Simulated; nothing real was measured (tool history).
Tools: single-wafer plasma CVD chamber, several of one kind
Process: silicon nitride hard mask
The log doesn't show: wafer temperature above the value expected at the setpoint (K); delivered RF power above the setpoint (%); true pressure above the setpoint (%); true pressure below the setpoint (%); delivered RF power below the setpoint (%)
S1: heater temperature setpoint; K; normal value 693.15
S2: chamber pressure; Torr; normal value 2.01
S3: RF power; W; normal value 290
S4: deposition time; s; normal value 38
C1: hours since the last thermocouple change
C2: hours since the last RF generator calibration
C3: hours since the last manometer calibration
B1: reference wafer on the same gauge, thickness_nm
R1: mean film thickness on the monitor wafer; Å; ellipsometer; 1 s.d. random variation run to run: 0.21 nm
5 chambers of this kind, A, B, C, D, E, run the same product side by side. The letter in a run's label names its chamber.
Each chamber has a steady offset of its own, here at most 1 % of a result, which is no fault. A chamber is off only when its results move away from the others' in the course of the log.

run,hour,S1,S2,S3,S4,C1,C2,C3,B1,R1
1D,3.5,693.15,2.01,290,38,1006.7,1035.6,163.9,45.740,456.33
2A,7.6,693.15,2.01,290,38,395.2,909.6,291.7,45.721,443.22
3B,10.1,693.15,2.01,290,38,2185.4,256.7,305.4,45.691,451.59
4E,15.0,693.15,2.01,290,38,819.9,257.3,346.7,45.668,454.24
5C,19.7,693.15,2.01,290,38,441.5,397.9,882.0,45.724,455.16
6C,24.3,693.15,2.01,290,38,446.1,402.5,886.6,45.706,454.68
7B,28.0,693.15,2.01,290,38,2203.3,274.6,323.3,45.699,452.35
8A,30.4,693.15,2.01,290,38,418.0,932.4,314.5,45.665,449.88
9D,34.6,693.15,2.01,290,38,1037.8,1066.7,195.0,45.737,455.53
10E,39.3,693.15,2.01,290,38,844.2,281.6,371.0,45.666,455.98
11A,42.6,693.15,2.01,290,38,430.2,944.6,326.7,45.723,448.44
12D,46.0,681.15,2.01,340,38,1049.2,1078.1,206.4,45.687,508.68
13B,49.8,681.15,2.01,340,38,2225.1,296.4,345.1,45.755,501.72
14E,54.1,681.15,2.01,340,38,859.0,296.4,385.8,45.680,505.83
15C,57.7,681.15,2.01,340,38,479.5,435.9,920.0,45.727,506.69
16A,60.1,681.15,2.01,340,38,447.7,962.1,344.2,45.738,501.32
17C,62.8,693.15,2.01,290,38,484.6,441.0,925.1,45.685,453.37
18D,67.0,693.15,2.01,290,38,1070.2,1099.1,227.4,45.697,453.91
19E,71.3,693.15,2.01,290,38,876.2,313.6,403.0,45.726,453.99
20B,74.0,693.15,2.01,290,38,2249.3,320.6,369.3,45.671,448.47
21A,76.9,693.15,2.01,290,38,464.5,978.9,361.0,45.631,446.55
22B,81.2,693.15,2.01,290,38,2256.5,327.8,376.5,45.763,449.34
23C,85.8,693.15,2.01,290,38,507.6,464.0,948.1,45.679,459.14
24E,89.1,693.15,2.01,290,38,894.0,331.4,420.8,45.696,452.21
25D,91.6,693.15,2.01,290,38,1094.8,1123.7,252.0,45.757,453.96
26A,95.5,693.15,2.01,290,38,483.1,997.5,379.6,45.704,448.50
27D,99.2,693.15,2.01,290,38,1102.4,1131.3,259.6,45.681,452.67
28C,104.0,693.15,2.01,290,38,525.8,482.2,966.3,45.702,451.31
29B,106.3,693.15,2.01,290,38,2281.6,352.9,401.6,45.711,447.19
30E,110.9,693.15,2.01,290,38,915.8,353.2,442.6,45.700,454.77
31B,114.1,693.15,2.01,290,38,2289.4,360.7,409.4,45.728,452.11
32A,118.8,693.15,2.01,290,38,506.4,1020.8,402.9,45.679,447.16
33D,123.3,693.15,2.01,290,38,1126.5,1155.4,283.7,45.680,451.10
34C,126.6,693.15,2.01,290,38,548.4,504.8,988.9,45.727,453.78
35E,129.2,693.15,2.01,290,38,934.1,371.5,460.9,45.739,455.95
36A,132.2,693.15,2.01,290,38,519.8,1034.2,416.3,45.687,447.49
37B,136.2,693.15,2.01,290,38,2311.5,382.8,431.5,45.728,451.13
38E,138.6,693.15,2.01,290,38,943.5,380.9,470.3,45.697,455.49
39C,143.2,693.15,2.01,290,38,565.0,521.4,1005.5,45.693,450.38
40D,148.0,693.15,1.62,290,35,1151.2,1180.1,308.4,45.649,392.14

Is one chamber off against the others, does the gauge drift, or is nothing wrong? If a chamber is off, say which, and what the likeliest cause is.

Beyond each chamber's small constant offset nothing stands out, and the gauge stays steady.

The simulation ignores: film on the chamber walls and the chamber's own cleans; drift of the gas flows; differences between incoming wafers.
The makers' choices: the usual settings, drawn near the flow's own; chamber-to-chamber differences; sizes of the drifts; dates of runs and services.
